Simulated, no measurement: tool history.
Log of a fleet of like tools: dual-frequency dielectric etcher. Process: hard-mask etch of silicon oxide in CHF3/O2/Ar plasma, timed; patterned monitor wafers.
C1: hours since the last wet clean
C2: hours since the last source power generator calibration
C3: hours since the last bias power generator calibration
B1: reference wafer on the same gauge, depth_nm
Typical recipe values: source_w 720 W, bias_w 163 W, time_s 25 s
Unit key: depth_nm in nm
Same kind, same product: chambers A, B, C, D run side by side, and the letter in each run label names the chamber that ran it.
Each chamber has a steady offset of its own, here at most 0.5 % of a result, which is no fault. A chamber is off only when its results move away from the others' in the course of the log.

Run 1A, day 0.133: usual settings; C1 103.9; C2 1566.9; C3 2305.7; B1 60.219. Result: depth_nm 51.137 nm.
Run 2C, day 0.338: usual settings; C1 26.1; C2 1088.8; C3 135.4; B1 60.220. Result: depth_nm 51.093 nm.
Run 3D, day 0.462: usual settings; C1 44.4; C2 460.9; C3 1400.9; B1 60.225. Result: depth_nm 51.174 nm.
Run 4B, day 0.608: usual settings; C1 345.1; C2 2804.5; C3 521.7; B1 60.247. Result: depth_nm 51.441 nm.
Run 5C, day 0.854: usual settings; C1 38.5; C2 1101.2; C3 147.8; B1 60.284. Result: depth_nm 51.318 nm.
Run 6D, day 1.000: usual settings; C1 57.3; C2 473.8; C3 1413.8; B1 60.288. Result: depth_nm 51.141 nm.
Run 7A, day 1.150: usual settings; C1 128.3; C2 1591.3; C3 2330.1; B1 60.260. Result: depth_nm 51.356 nm.
Run 8B, day 1.321: usual settings; C1 362.2; C2 2821.6; C3 538.8; B1 60.277. Result: depth_nm 51.435 nm.
Run 9B, day 1.533: usual settings; C1 367.3; C2 2826.7; C3 543.9; B1 60.289. Result: depth_nm 51.331 nm.
Run 10C, day 1.692: usual settings; C1 58.6; C2 1121.3; C3 167.9; B1 60.285. Result: depth_nm 51.317 nm.
Run 11D, day 1.912: usual settings; C1 79.2; C2 495.7; C3 1435.7; B1 60.307. Result: depth_nm 51.317 nm.
Run 12A, day 2.117: usual settings; C1 151.5; C2 1614.5; C3 2353.3; B1 60.352. Result: depth_nm 51.215 nm.
Run 13C, day 2.342: usual settings; C1 74.2; C2 1136.9; C3 183.5; B1 60.353. Result: depth_nm 51.207 nm.
Run 14A, day 2.488: usual settings; C1 160.4; C2 1623.4; C3 2362.2; B1 60.370. Result: depth_nm 51.433 nm.
Run 15D, day 2.679: usual settings; C1 97.6; C2 514.1; C3 1454.1; B1 60.352. Result: depth_nm 51.242 nm.
Run 16B, day 2.883: usual settings; C1 399.7; C2 2859.1; C3 576.3; B1 60.381. Result: depth_nm 51.413 nm.
Run 17D, day 3.029: usual settings; C1 106.0; C2 522.5; C3 1462.5; B1 60.410. Result: depth_nm 51.292 nm.
Run 18A, day 3.196: usual settings; C1 177.4; C2 1640.4; C3 2379.2; B1 60.397. Result: depth_nm 51.332 nm.
Run 19B, day 3.396: usual settings; C1 412.0; C2 2871.4; C3 588.6; B1 60.427. Result: depth_nm 51.412 nm.
At day 3.583: chamber B: source power generator calibrated.
Run 20C, day 3.638: usual settings; C1 105.3; C2 1168.0; C3 214.6; B1 60.436. Result: depth_nm 51.381 nm.
Run 21B, day 3.783: usual settings; C1 421.3; C2 4.8; C3 597.9; B1 60.441. Result: depth_nm 51.480 nm.
Run 22D, day 3.983: usual settings; C1 128.9; C2 545.4; C3 1485.4; B1 60.433. Result: depth_nm 51.405 nm.
Run 23C, day 4.212: usual settings; C1 119.1; C2 1181.8; C3 228.4; B1 60.476. Result: depth_nm 51.402 nm.
Run 24A, day 4.396: usual settings; C1 206.2; C2 1669.2; C3 2408.0; B1 60.472. Result: depth_nm 51.432 nm.
Run 25A, day 4.550: usual settings; C1 209.9; C2 1672.9; C3 2411.7; B1 60.500. Result: depth_nm 51.422 nm.
Run 26C, day 4.738: usual settings; C1 131.7; C2 1194.4; C3 241.0; B1 60.517. Result: depth_nm 51.475 nm.
Run 27D, day 4.942: usual settings but source_w 890 W, bias_w 190 W; C1 151.9; C2 568.4; C3 1508.4; B1 60.544. Result: depth_nm 58.608 nm.
Run 28B, day 5.088: usual settings but source_w 890 W, bias_w 190 W; C1 452.6; C2 36.1; C3 629.2; B1 60.492. Result: depth_nm 58.946 nm.
Run 29A, day 5.288: usual settings but source_w 890 W, bias_w 190 W; C1 227.6; C2 1690.6; C3 2429.4; B1 60.557. Result: depth_nm 58.769 nm.
Run 30D, day 5.521: usual settings but source_w 890 W, bias_w 190 W; C1 165.8; C2 582.3; C3 1522.3; B1 60.566. Result: depth_nm 58.681 nm.
Run 31C, day 5.625: usual settings; C1 153.0; C2 1215.7; C3 262.3; B1 60.552. Result: depth_nm 51.528 nm.
Run 32B, day 5.829: usual settings; C1 470.4; C2 53.9; C3 647.0; B1 60.558. Result: depth_nm 51.745 nm.

The same settings go to every chamber for the next run, one line per chamber below. Forecast the results for each:
Run 33A, day 6.008: usual settings. Result: depth_nm ?.
Run 33B, day 6.008: usual settings. Result: depth_nm ?.
Run 33C, day 6.008: usual settings. Result: depth_nm ?.
Run 33D, day 6.008: usual settings. Result: depth_nm ?.

run  depth_nm
33A    51.378
33B    51.704
33C    51.518
33D    51.557
